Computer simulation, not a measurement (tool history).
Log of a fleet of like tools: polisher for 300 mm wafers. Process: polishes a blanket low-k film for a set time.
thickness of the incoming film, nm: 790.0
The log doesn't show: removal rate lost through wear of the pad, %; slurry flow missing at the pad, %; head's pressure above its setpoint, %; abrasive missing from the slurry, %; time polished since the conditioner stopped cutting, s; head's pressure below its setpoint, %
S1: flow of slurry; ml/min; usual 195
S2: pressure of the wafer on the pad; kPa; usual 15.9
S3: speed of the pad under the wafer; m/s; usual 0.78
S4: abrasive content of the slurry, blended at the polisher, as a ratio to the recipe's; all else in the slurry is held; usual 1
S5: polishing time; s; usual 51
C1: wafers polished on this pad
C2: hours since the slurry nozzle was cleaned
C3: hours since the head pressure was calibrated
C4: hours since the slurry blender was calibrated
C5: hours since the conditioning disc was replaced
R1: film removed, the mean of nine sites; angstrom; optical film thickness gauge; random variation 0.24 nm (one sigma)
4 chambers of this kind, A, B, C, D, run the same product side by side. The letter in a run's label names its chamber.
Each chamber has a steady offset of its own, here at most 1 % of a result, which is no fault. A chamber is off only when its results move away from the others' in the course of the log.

run   hour   S1    S2    S3  S4  S5    C1     C2      C3     C4     C5      R1
       8.7  -- chamber A: worn pad replaced by a new one
 1D   12.7  195  15.9  0.78   1  51  1274  164.9   178.3  346.6  279.3  214.73
      18.1  -- chamber D: worn pad replaced by a new one
 2B   19.8  195  15.9  0.78   1  51   304  554.3   110.0   27.3  498.1  218.91
      23.3  -- chamber D: slurry blender recalibrated
 3A   30.3  195  15.9  0.78   1  51   246  130.3   134.6  257.7  224.5  215.93
      33.6  -- chamber B: conditioning disc replaced and pad reconditioned
 4C   36.6  195  15.9  0.78   1  51   857  181.0   668.5   77.5  464.6  215.91
 5D   44.7  195  15.9  0.78   1  51   303  196.9   210.3   21.4  311.3  215.06
 6C   53.6  195  15.9  0.78   1  51  1051  198.0   685.5   94.5  481.6  217.47
 7A   61.8  245  11.0  0.78   1  51   606  161.8   166.1  289.2  256.0  157.62
      67.0  -- chamber C: worn pad replaced by a new one
      68.1  -- chamber B: worn pad replaced by a new one
 8B   73.2  245  11.0  0.78   1  51    58  607.7   163.4   80.7   39.7  156.71
 9C   81.5  245  11.0  0.78   1  51   165  225.9   713.4  122.4  509.5  154.31
      82.7  -- chamber A: worn pad replaced by a new one
10B   88.8  245  11.0  0.78   1  51   236  623.3   179.0   96.3   55.3  155.07
11A   96.4  195  15.9  0.78   1  51   157  196.4   200.7  323.8  290.6  217.62
12D  106.6  195  15.9  0.78   1  51  1009  258.8   272.2   83.3  373.2  218.72
     113.1  -- chamber A: conditioning disc replaced and pad reconditioned
13C  115.1  215  15.9  0.78   1  51   549  259.5   747.0  156.0  543.1  218.52
14B  122.4  215  15.9  0.78   1  51   619  656.9   212.6  129.9   88.9  218.51
     129.5  -- chamber D: worn pad replaced by a new one
15A  129.8  215  15.9  0.78   1  51   538  229.8   234.1  357.2   16.8  221.89
     131.7  -- chamber A: slurry blender recalibrated
     140.4  -- chamber B: worn pad replaced by a new one
16D  141.9  215  15.9  0.78   1  51   142  294.1   307.5  118.6  408.5  217.07
     152.8  -- chamber C: conditioning disc replaced and pad reconditioned
17B  154.1  195  15.9  0.78   1  51   157  688.6   244.3  161.6  120.6  220.47
     158.3  -- chamber C: worn pad replaced by a new one
     164.0  -- chamber A: worn pad replaced by a new one
18C  165.8  195  15.9  0.78   1  51    86  310.2   797.7  206.7   13.0  209.83
19A  175.6  195  15.9  0.78   1  51   132  275.6   279.9   43.9   62.6  212.96
20D  185.1  195  15.9  0.78   1  51   635  337.3   350.7  161.8  451.7  212.24
     189.7  -- chamber A: head pressure recalibrated
21A  191.6  195  15.9  0.78   1  51   314  291.6     1.9   59.9   78.6  213.80
22D  203.8  195  15.9  0.78   1  51   848  356.0   369.4  180.5  470.4  211.90
23C  214.1  195  15.9  0.78   1  51   637  358.5   846.0  255.0   61.3  209.90
     220.9  -- chamber B: worn pad replaced by a new one
24B  224.6  195  15.9  0.78   1  51    42  759.1   314.8  232.1  191.1  216.35
     225.5  -- chamber D: conditioning disc replaced and pad reconditioned
25C  234.6  195  15.9  0.78   1  51   871  379.0   866.5  275.5   81.8  204.52
     243.2  -- chamber D: worn pad replaced by a new one
26B  248.1  195  15.9  0.78   1  51   311  782.6   338.3  255.6  214.6  216.86
     253.5  -- chamber A: worn pad replaced by a new one
     259.7  -- chamber C: worn pad replaced by a new one
27D  262.2  195  15.9  0.78   1  51   217  414.4   427.8  238.9   36.7  217.78
28A  272.0  195  15.9  0.78   1  51   212  372.0    82.3  140.3  159.0  214.79
29D  280.0  195  15.9  0.78   1  51   420  432.2   445.6  256.7   54.5  214.20
30C  290.9  195  15.9  0.78   1  51   356  435.3   922.8  331.8  138.1  201.76
     295.1  -- chamber B: slurry nozzle cleaned
     296.8  -- chamber B: worn pad replaced by a new one
     304.0  -- chamber C: slurry blender recalibrated
31A  304.8  195  15.9  0.58   1  42   586  404.8   115.1  173.1  191.8  142.31
32B  318.5  195  15.9  0.58   1  42   248   23.5   408.7  326.0  285.0  145.56
33C  328.3  195  15.9  0.58   1  42   782  472.7   960.2   24.3  175.5  130.09
     330.2  -- chamber A: worn pad replaced by a new one
34D  335.6  195  15.9  0.58   1  42  1054  487.8   501.2  312.3  110.1  138.10
35A  349.8  195  15.9  0.78   1  51   224  449.8   160.1  218.1  236.8  215.77
36B  360.5  195  15.9  0.78   1  51   727   65.5   450.7  368.0  327.0  215.46
     362.2  -- chamber D: worn pad replaced by a new one
     363.0  -- chamber A: slurry nozzle cleaned
     368.7  -- chamber D: slurry blender recalibrated
37D  370.4  195  15.9  0.78   1  51    94  522.6   536.0    1.7  144.9  215.12
     371.0  -- chamber C: worn pad replaced by a new one
     378.3  -- chamber B: slurry blender recalibrated
38B  382.1  195  15.9  0.78   1  51   973   87.1   472.3    3.9  348.6  215.04
39C  394.8  195  15.9  0.78   1  51   272  539.2  1026.7   90.8  242.0  196.47
40A  404.3  195  15.9  0.78   1  51   846   41.3   214.6  272.6  291.3  219.27

All 4 chambers run these settings next. Forecast each chamber's results:
41A  414.7  195  15.9  0.78   1  51                       ?
41B  414.7  195  15.9  0.78   1  51                       ?
41C  414.7  195  15.9  0.78   1  51                       ?
41D  414.7  195  15.9  0.78   1  51                       ?

run      R1
41A  219.30
41B  217.12
41C  193.31
41D  217.39

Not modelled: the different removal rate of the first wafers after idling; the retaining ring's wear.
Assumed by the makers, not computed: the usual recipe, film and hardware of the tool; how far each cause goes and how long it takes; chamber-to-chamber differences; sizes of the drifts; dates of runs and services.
